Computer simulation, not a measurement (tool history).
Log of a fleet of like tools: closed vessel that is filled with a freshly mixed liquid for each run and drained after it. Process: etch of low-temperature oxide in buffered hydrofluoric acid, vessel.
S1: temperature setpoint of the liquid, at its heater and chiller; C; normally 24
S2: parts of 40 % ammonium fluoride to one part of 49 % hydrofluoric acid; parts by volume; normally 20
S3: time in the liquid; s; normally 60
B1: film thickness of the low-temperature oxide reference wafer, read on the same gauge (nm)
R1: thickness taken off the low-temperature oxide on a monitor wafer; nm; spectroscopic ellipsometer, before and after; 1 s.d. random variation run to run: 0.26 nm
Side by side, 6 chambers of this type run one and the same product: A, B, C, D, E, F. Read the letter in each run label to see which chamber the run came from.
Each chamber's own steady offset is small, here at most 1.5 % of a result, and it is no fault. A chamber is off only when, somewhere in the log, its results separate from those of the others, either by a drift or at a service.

| run | hour | S1 | S2 | S3 | B1 | R1 |
|---|---|---|---|---|---|---|
| 1D | 5.8 | 24 | 20 | 60 | 150 | 60.162 |
| 2A | 13.7 | 24 | 20 | 60 | 149.99 | 60.829 |
| 3C | 18.8 | 24 | 20 | 60 | 149.99 | 61.327 |
| 4F | 24.6 | 24 | 20 | 60 | 149.98 | 60.973 |
| 5B | 31.1 | 24 | 20 | 60 | 149.99 | 61.052 |
| 6E | 38.8 | 21.5 | 20 | 30 | 150.01 | 26.561 |
| 7B | 47.2 | 21.5 | 20 | 30 | 150 | 26.607 |
| 8D | 54.9 | 21.5 | 20 | 30 | 150.02 | 26.374 |
| 9A | 59.6 | 21.5 | 20 | 30 | 150.01 | 26.534 |
| 10C | 67 | 21.5 | 20 | 30 | 150.01 | 26.649 |
| 11E | 74.9 | 21.5 | 20 | 30 | 149.98 | 26.575 |
| 12F | 80.3 | 24 | 20 | 60 | 150 | 61.192 |
| 13E | 87.8 | 24 | 20 | 45 | 150.01 | 45.538 |
| 14C | 93.7 | 24 | 20 | 45 | 150.02 | 45.607 |
| 15A | 102 | 24 | 20 | 45 | 150.02 | 45.296 |
| 16D | 107.7 | 24 | 20 | 45 | 149.99 | 45.382 |
| 17F | 113.5 | 24 | 20 | 45 | 150 | 45.887 |
| 18B | 119.3 | 24 | 20 | 45 | 149.99 | 45.656 |
| 19D | 124.7 | 24 | 20 | 60 | 150.02 | 60.613 |
| 20B | 129.7 | 24 | 20 | 60 | 149.99 | 60.853 |
| 21F | 136.5 | 24 | 20 | 60 | 150.01 | 62.359 |
| 22C | 144.9 | 24 | 20 | 60 | 149.98 | 61.251 |
|  | 148.9 | chamber C: hydrofluoric acid flow meter replaced |
| 23E | 153.2 | 24 | 15.5 | 60 | 150.01 | 78.654 |
| 24A | 158.1 | 24 | 15.5 | 60 | 150 | 77.167 |
| 25E | 163.8 | 24 | 15.5 | 60 | 150 | 78.455 |
| 26A | 171.3 | 24 | 15.5 | 60 | 150.03 | 77.807 |
|  | 177.6 | chamber E: hydrofluoric acid flow meter replaced |
| 27C | 179 | 24 | 15.5 | 60 | 150 | 79.084 |
| 28F | 183.8 | 24 | 15.5 | 60 | 150 | 81.308 |
| 29D | 188.7 | 24 | 20 | 60 | 149.99 | 60.579 |
| 30B | 193.1 | 24 | 20 | 60 | 149.99 | 60.831 |
| 31E | 197.3 | 24 | 15 | 60 | 150 | 80.19 |
|  | 199.2 | chamber A: hydrofluoric acid flow meter replaced |
| 32C | 204.6 | 24 | 15 | 60 | 150 | 81.711 |
| 33B | 209.2 | 24 | 15 | 60 | 150.02 | 81.336 |
| 34D | 216.7 | 24 | 15 | 60 | 149.99 | 80.673 |
| 35A | 223 | 24 | 15 | 60 | 150 | 80.15 |
| 36F | 227.9 | 24 | 15 | 60 | 149.99 | 85.145 |

Each of the 6 chambers runs these same settings next. Fill in every chamber's results:
| 37A | 233.9 | 26.5 | 20 | 60 |  | ? |
| 37B | 233.9 | 26.5 | 20 | 60 |  | ? |
| 37C | 233.9 | 26.5 | 20 | 60 |  | ? |
| 37D | 233.9 | 26.5 | 20 | 60 |  | ? |
| 37E | 233.9 | 26.5 | 20 | 60 |  | ? |
| 37F | 233.9 | 26.5 | 20 | 60 |  | ? |

| run | R1 |
|---|---|
| 37A | 69.726 |
| 37B | 70.29 |
| 37C | 70.113 |
| 37D | 69.105 |
| 37E | 69.688 |
| 37F | 73.17 |
